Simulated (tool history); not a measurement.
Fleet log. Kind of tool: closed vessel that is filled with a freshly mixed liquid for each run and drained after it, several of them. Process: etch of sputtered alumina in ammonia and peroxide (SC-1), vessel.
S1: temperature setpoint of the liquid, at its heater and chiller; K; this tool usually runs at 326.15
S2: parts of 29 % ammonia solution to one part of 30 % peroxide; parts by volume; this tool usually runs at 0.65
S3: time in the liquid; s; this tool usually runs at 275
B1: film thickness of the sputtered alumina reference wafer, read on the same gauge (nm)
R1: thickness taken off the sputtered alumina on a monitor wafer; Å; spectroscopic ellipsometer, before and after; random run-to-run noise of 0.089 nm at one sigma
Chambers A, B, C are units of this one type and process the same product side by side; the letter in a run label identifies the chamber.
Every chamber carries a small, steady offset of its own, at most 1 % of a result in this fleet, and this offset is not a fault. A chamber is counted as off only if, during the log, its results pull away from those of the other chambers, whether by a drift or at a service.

run   hour      S1    S2   S3      B1      R1
 1C     10  326.15  0.65  275  89.988  205.33
 2A   22.8  326.15  0.65  275  89.984  202.95
 3B   32.4  326.15  0.65  275  89.993  204.14
 4C   44.5  326.15  0.65  275  89.997  206.52
 5B   54.3  326.15  0.65  275  89.996  203.06
 6A   63.1  326.15  0.65  275   90.01   204.7
 7B   78.7  326.15   0.4  380  90.015   269.1
 8A   88.2  326.15   0.4  380  90.002   268.6
       100  -- chamber C: ammonia flow meter replaced
 9C  100.1  326.15   0.4  380  89.979   272.8
10C  108.7  326.15  0.65  275  90.008  207.03
11A  122.5  326.15  0.65  275  90.012  205.33
12B  137.6  326.15  0.65  275  90.018  201.06
13A  144.9  331.15  0.85  275  90.014  270.16
       147  -- chamber B: ammonia flow meter replaced
14C  155.7  331.15  0.85  275  89.996  276.48
15B  170.7  331.15  0.85  275  89.984  274.42
16A    179  326.15  0.65  275   89.99  204.23
     183.9  -- chamber A: new drum of ammonia solution connected
17C    192  326.15  0.65  275  90.015  206.35
18B    202  326.15  0.65  275  89.985  202.65
19A  217.7  326.15  0.65  275  89.989  202.23
20B  230.1  317.65   0.8  275  90.012   127.9
21C  238.4  317.65   0.8  275  89.981  131.03
22B  246.4  317.65   0.8  275  90.018  128.82
     254.4  -- chamber A: ammonia flow meter replaced
23C  258.4  326.15  0.65  275  89.986  206.02
24A  273.2  326.15  0.65  275  90.024  204.14
25A  289.1  326.15  0.65  275  89.984  204.21
26B  302.9  326.15  0.65  275  89.972  203.93
27C  314.7  326.15  0.65  275  89.992  205.42
28C  321.6  326.15  0.65  275  90.015  206.16
29A  334.3  326.15  0.65  275  90.014  203.95
30B  341.3  330.65  0.65  275  89.994  258.74
31A  353.2  330.65  0.65  275  90.007  256.28
     356.9  -- chamber B: new drum of ammonia solution connected
32C  365.2  330.65  0.65  275   89.98  261.29
33B  379.5  326.15  0.65  275  90.012  202.95
34A  387.5  326.15  0.75  275  89.986  206.83
35B  397.5  326.15  0.75  275  90.016  205.64
36C  405.9  326.15  0.75  275  90.009  208.49

One chamber off, gauge drift, or nothing amiss beyond the chambers' own small offsets? If it is a chamber, which one, and what is the likeliest cause?

The fleet is healthy, with each chamber sitting at its usual small offset and no drift in the gauge.
